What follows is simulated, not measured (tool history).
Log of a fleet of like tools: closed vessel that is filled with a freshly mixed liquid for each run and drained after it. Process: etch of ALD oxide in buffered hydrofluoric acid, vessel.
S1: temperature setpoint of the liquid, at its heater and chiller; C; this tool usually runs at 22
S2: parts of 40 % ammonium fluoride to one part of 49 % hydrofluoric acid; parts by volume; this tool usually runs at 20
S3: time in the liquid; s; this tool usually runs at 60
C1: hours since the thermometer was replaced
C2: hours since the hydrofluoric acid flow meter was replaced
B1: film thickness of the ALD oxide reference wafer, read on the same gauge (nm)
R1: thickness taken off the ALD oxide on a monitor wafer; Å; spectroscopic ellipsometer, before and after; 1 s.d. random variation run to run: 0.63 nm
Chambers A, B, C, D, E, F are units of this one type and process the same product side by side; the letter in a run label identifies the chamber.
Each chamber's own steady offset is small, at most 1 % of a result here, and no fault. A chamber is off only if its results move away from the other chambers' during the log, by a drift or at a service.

run	hour	S1	S2	S3	C1	C2	B1	R1
1A	7.6	22	20	60	500.2	108.1	109.97	756.7
2F	15.2	22	20	60	1479.7	322.2	110.03	749.58
3D	26.4	22	20	60	312.1	882.5	109.97	766.61
4C	33.7	22	20	60	827.6	947.8	109.97	760.02
5E	41.1	22	20	60	357.8	1071	110	768.08
# hour 44.2: chamber B: thermometer replaced
6B	50.1	22	25.5	60	5.9	460.6	110.02	636.86
7C	56.3	22	25.5	60	850.2	970.4	110.02	635.18
8A	63.8	22	25.5	60	556.4	164.3	109.98	649.43
9D	71.5	22	25.5	60	357.2	927.6	109.97	655.62
10F	82.5	22	25.5	60	1547	389.5	109.96	642.59
11B	88.3	22	25.5	60	44.1	498.8	110.05	638.16
12E	100.1	22	20	60	416.8	1130	110.06	760.38
# hour 104.9: chamber C: hydrofluoric acid flow meter replaced
13A	107.4	22	20	60	600	207.9	109.97	756.64
14F	118.8	22	20	60	1583.3	425.8	110.01	763.86
# hour 128.2: chamber A: thermometer replaced
15C	129.6	22	20	60	923.5	24.7	110.05	759.88
16E	141.1	22	20	60	457.8	1171	110.03	758.91
17D	153	22	20	60	438.7	1009.1	110	757.51
# hour 162.3: chamber E: hydrofluoric acid flow meter replaced
18B	164.9	22	20	60	120.7	575.4	110	746.87
19A	171.9	22	22.5	35	43.8	272.4	109.98	409.43
20C	183.2	22	22.5	35	977.1	78.3	110	408.58
21D	195.1	22	22.5	35	480.8	1051.2	110.02	405.14
22E	203	22	22.5	35	519.7	40.8	110.02	400.05
23B	210.1	22	22.5	35	165.9	620.6	110.02	402.08
24F	221.4	22	22.5	35	1685.9	528.4	109.98	408.76
25E	232.2	22	20	60	548.9	70	110.01	761.19
26A	239.8	22	20	60	111.7	340.3	110	768.72
# hour 244.7: chamber B: hydrofluoric acid flow meter replaced
27B	245.3	22	20	60	201.1	0.6	110.01	744.15
28C	253	22	20	60	1046.9	148.1	110.01	761.5
29F	259.9	22	20	60	1724.4	566.9	110	757.51
30D	268.3	22	20	60	554	1124.4	109.97	764.47
31F	276.2	25	22.5	60	1740.7	583.2	110.02	817.18
32C	281.6	25	22.5	60	1075.5	176.7	110.01	813.64
33D	293.8	25	22.5	60	579.5	1149.9	110.01	832.27
34A	299.5	25	22.5	60	171.4	400	110.03	836.34
35E	311.1	25	22.5	60	627.8	148.9	110.02	816.62
36B	323.5	25	22.5	60	279.3	78.8	110.04	809.58
37B	334.7	22	20	60	290.5	90	109.97	764.32
38F	341.8	22	20	60	1806.3	648.8	109.96	757.04

What goes on in this fleet: one chamber off, a drifting gauge, or nothing beyond the chambers' own small offsets? Name the chamber and the cause, if any.

All chambers stay in line apart from their small fixed offsets, and the gauge does not drift.
